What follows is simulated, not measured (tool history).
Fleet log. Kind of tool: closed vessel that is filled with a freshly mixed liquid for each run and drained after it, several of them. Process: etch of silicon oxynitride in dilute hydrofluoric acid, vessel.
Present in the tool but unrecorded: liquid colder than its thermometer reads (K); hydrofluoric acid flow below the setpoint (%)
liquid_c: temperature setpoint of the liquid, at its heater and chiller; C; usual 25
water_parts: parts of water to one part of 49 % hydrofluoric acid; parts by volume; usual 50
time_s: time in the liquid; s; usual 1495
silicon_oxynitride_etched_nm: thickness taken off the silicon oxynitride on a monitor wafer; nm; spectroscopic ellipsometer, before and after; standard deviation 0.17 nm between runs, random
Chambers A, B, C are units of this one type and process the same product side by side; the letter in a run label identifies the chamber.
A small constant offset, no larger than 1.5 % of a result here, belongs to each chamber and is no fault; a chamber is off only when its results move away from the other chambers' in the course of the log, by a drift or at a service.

| run | hour | liquid_c | water_parts | time_s | hours since the thermometer was replaced | hours since the hydrofluoric acid flow meter was replaced | read-back film thickness of the silicon oxynitride reference wafer, read on the same gauge (nm) | silicon_oxynitride_etched_nm |
|---|---|---|---|---|---|---|---|---|
| 1B | 3.7 | 25 | 50 | 1495 | 476.6 | 502.0 | 39.989 | 48.050 |
|  | 7.9 | chamber C: thermometer replaced |
| 2C | 10.2 | 25 | 50 | 1495 | 2.3 | 537.9 | 40.011 | 47.320 |
| 3A | 16.6 | 25 | 50 | 1495 | 364.1 | 721.7 | 40.004 | 47.179 |
| 4C | 22.7 | 25 | 50 | 1495 | 14.8 | 550.4 | 40.021 | 47.639 |
| 5A | 28.7 | 25 | 50 | 1495 | 376.2 | 733.8 | 40.001 | 47.390 |
| 6B | 32.8 | 25 | 50 | 1495 | 505.7 | 531.1 | 40.009 | 47.741 |
| 7A | 36.6 | 25 | 50 | 1495 | 384.1 | 741.7 | 40.021 | 47.339 |
| 8B | 42.8 | 25 | 50 | 1495 | 515.7 | 541.1 | 40.040 | 48.194 |
| 9C | 48.8 | 25 | 40 | 1870 | 40.9 | 576.5 | 39.983 | 74.603 |
| 10A | 54.2 | 25 | 40 | 1870 | 401.7 | 759.3 | 39.995 | 75.117 |
| 11B | 58.9 | 25 | 40 | 1870 | 531.8 | 557.2 | 39.999 | 76.053 |
| 12C | 66.1 | 25 | 50 | 1495 | 58.2 | 593.8 | 40.004 | 47.135 |
| 13A | 73.0 | 25 | 50 | 1495 | 420.5 | 778.1 | 40.010 | 46.937 |
| 14C | 78.2 | 25 | 50 | 1495 | 70.3 | 605.9 | 40.030 | 47.317 |
| 15B | 82.4 | 25 | 50 | 1495 | 555.3 | 580.7 | 40.024 | 48.118 |
| 16C | 86.5 | 25 | 50 | 1495 | 78.6 | 614.2 | 39.980 | 47.265 |
| 17B | 92.8 | 25 | 50 | 1495 | 565.7 | 591.1 | 39.982 | 47.915 |
| 18A | 98.4 | 25 | 50 | 1495 | 445.9 | 803.5 | 39.992 | 46.610 |
| 19C | 105.7 | 25 | 50 | 1495 | 97.8 | 633.4 | 40.008 | 47.598 |
| 20A | 110.9 | 25 | 50 | 1495 | 458.4 | 816.0 | 40.012 | 46.449 |
| 21B | 116.4 | 25 | 35 | 1495 | 589.3 | 614.7 | 40.026 | 69.803 |
| 22A | 120.7 | 25 | 35 | 1495 | 468.2 | 825.8 | 40.009 | 67.246 |
| 23C | 124.5 | 25 | 35 | 1495 | 116.6 | 652.2 | 40.006 | 68.512 |
| 24B | 128.0 | 25 | 50 | 1495 | 600.9 | 626.3 | 40.007 | 48.010 |
| 25B | 134.2 | 25 | 50 | 1495 | 607.1 | 632.5 | 40.018 | 48.292 |
| 26A | 137.8 | 25 | 50 | 1495 | 485.3 | 842.9 | 40.018 | 46.263 |
| 27C | 144.6 | 25 | 50 | 1495 | 136.7 | 672.3 | 40.030 | 47.700 |
| 28C | 152.2 | 25 | 50 | 1495 | 144.3 | 679.9 | 39.998 | 47.880 |
| 29B | 160.0 | 25 | 50 | 1495 | 632.9 | 658.3 | 40.025 | 47.832 |
| 30A | 165.6 | 25 | 50 | 1495 | 513.1 | 870.7 | 39.999 | 46.270 |
| 31C | 169.8 | 25 | 50 | 645 | 161.9 | 697.5 | 39.992 | 20.472 |

All 3 chambers run these settings next. Forecast each chamber's results:
| 32A | 175.5 | 25 | 50 | 1495 |  |  |  | ? |
| 32B | 175.5 | 25 | 50 | 1495 |  |  |  | ? |
| 32C | 175.5 | 25 | 50 | 1495 |  |  |  | ? |

| run | silicon_oxynitride_etched_nm |
|---|---|
| 32A | 46.217 |
| 32B | 47.955 |
| 32C | 47.273 |

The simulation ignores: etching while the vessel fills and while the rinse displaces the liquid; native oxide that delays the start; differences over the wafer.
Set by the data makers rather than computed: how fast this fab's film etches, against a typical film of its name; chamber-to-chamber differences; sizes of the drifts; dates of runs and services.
